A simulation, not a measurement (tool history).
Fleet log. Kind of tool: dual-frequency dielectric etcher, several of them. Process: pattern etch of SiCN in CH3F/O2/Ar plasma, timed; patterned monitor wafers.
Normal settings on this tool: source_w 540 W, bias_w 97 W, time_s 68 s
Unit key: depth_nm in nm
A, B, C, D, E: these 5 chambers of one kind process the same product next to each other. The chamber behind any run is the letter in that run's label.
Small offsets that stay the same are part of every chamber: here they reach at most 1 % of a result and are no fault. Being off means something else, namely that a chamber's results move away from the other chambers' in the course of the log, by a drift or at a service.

| run | hour | source_w | bias_w | time_s | hours since the last wet clean | hours since the last source power generator calibration | hours since the last bias power generator calibration | read-back reference wafer on the same gauge, depth_nm | depth_nm |
|---|---|---|---|---|---|---|---|---|---|
| 1B | 13.1 | 540 | 97 | 68 | 58.4 | 915.2 | 910.9 | 33.692 | 31.908 |
| 2A | 28.6 | 540 | 97 | 68 | 360.1 | 296.1 | 1156.2 | 33.689 | 31.713 |
| 3C | 37.9 | 540 | 97 | 68 | 574.3 | 1461.7 | 704.2 | 33.717 | 31.764 |
|  | 41.4 | chamber D: wet clean of the chamber |
| 4D | 52 | 540 | 97 | 68 | 10.7 | 824.9 | 529.4 | 33.66 | 31.819 |
| 5E | 64 | 540 | 97 | 68 | 420.3 | 2670 | 2050.1 | 33.707 | 31.163 |
|  | 69.6 | chamber A: wet clean of the chamber |
| 6E | 75.7 | 600 | 116 | 68 | 432 | 2681.7 | 2061.8 | 33.699 | 35.168 |
| 7C | 82.8 | 600 | 116 | 68 | 619.2 | 1506.6 | 749.1 | 33.687 | 35.098 |
|  | 88.9 | chamber C: wet clean of the chamber |
| 8D | 96.7 | 600 | 116 | 68 | 55.4 | 869.6 | 574.1 | 33.702 | 35.244 |
| 9B | 111 | 600 | 116 | 68 | 156.3 | 1013.1 | 1008.8 | 33.696 | 35.277 |
| 10A | 124.9 | 600 | 116 | 68 | 55.4 | 392.4 | 1252.5 | 33.704 | 35.34 |
| 11E | 133.3 | 540 | 97 | 68 | 489.6 | 2739.3 | 2119.4 | 33.715 | 31.357 |
| 12C | 142.2 | 540 | 97 | 68 | 53.4 | 1566 | 808.5 | 33.698 | 31.779 |
| 13D | 155.2 | 460 | 97 | 55 | 113.9 | 928.1 | 632.6 | 33.683 | 24.053 |
| 14A | 162.6 | 460 | 97 | 55 | 93.1 | 430.1 | 1290.2 | 33.706 | 24.257 |
| 15B | 177.1 | 460 | 97 | 55 | 222.4 | 1079.2 | 1074.9 | 33.718 | 24.391 |
| 16A | 186.3 | 460 | 97 | 55 | 116.8 | 453.8 | 1313.9 | 33.736 | 24.212 |
| 17D | 195.3 | 460 | 97 | 55 | 154 | 968.2 | 672.7 | 33.662 | 24.072 |
| 18C | 209.8 | 540 | 97 | 68 | 121 | 1633.6 | 876.1 | 33.679 | 31.725 |
| 19E | 222.6 | 540 | 97 | 68 | 578.9 | 2828.6 | 2208.7 | 33.727 | 31.229 |
| 20B | 234.8 | 540 | 97 | 68 | 280.1 | 1136.9 | 1132.6 | 33.705 | 31.898 |
| 21E | 244.1 | 540 | 97 | 68 | 600.4 | 2850.1 | 2230.2 | 33.718 | 31.052 |
| 22C | 257.4 | 540 | 97 | 68 | 168.6 | 1681.2 | 923.7 | 33.692 | 31.996 |
| 23B | 269.7 | 580 | 115 | 68 | 315 | 1171.8 | 1167.5 | 33.731 | 35.173 |
| 24A | 282.4 | 580 | 115 | 68 | 212.9 | 549.9 | 1410 | 33.735 | 34.735 |
| 25D | 297.4 | 580 | 115 | 68 | 256.1 | 1070.3 | 774.8 | 33.71 | 34.611 |
| 26E | 309.8 | 580 | 115 | 68 | 666.1 | 2915.8 | 2295.9 | 33.702 | 33.669 |
| 27D | 318.3 | 580 | 115 | 68 | 277 | 1091.2 | 795.7 | 33.651 | 34.296 |
| 28C | 333.1 | 540 | 97 | 68 | 244.3 | 1756.9 | 999.4 | 33.671 | 31.715 |
| 29B | 344.1 | 540 | 106 | 68 | 389.4 | 1246.2 | 1241.9 | 33.67 | 32.884 |
| 30A | 359.4 | 540 | 106 | 68 | 289.9 | 626.9 | 1487 | 33.737 | 33.049 |
| 31D | 372.6 | 540 | 106 | 68 | 331.3 | 1145.5 | 850 | 33.669 | 32.676 |
| 32C | 386.9 | 540 | 106 | 68 | 298.1 | 1810.7 | 1053.2 | 33.716 | 32.718 |
| 33B | 398.5 | 540 | 106 | 68 | 443.8 | 1300.6 | 1296.3 | 33.709 | 33 |

Is one chamber out of step, is the gauge drifting, or do the chambers differ by no more than their own small offsets? For an off chamber, give its letter and the likeliest cause.

Little by little, chamber E moves away from the other chambers.
Cause: etch rate under this chamber's usual, % = 2.63.

Below are 4 candidate recipes for chamber E's next run, each the usual settings with a change, their results shown as question marks. Which of them brings E's results back in line with what the other chambers give on the usual settings?
Counts as in line when no further than this from what the other chambers average on the usual settings: depth_nm 0.45 nm
| 34E-1 | 409.7 | 600 | 107 | 68 |  |  |  |  | ? |
| 34E-2 | 409.7 | 540 | 87 | 68 |  |  |  |  | ? |
| 34E-3 | 409.7 | 540 | 97 | 70.5 |  |  |  |  | ? |
| 34E-4 | 409.7 | 480 | 87 | 68 |  |  |  |  | ? |

Mean of the other chambers on the usual settings: depth_nm 31.796 nm
| run | depth_nm |
|---|---|
| 34E-1 | 32.926 |
| 34E-2 | 29.348 |
| 34E-3 | 31.654 |
| 34E-4 | 28.078 |
34E-3 brings the chamber back in line.
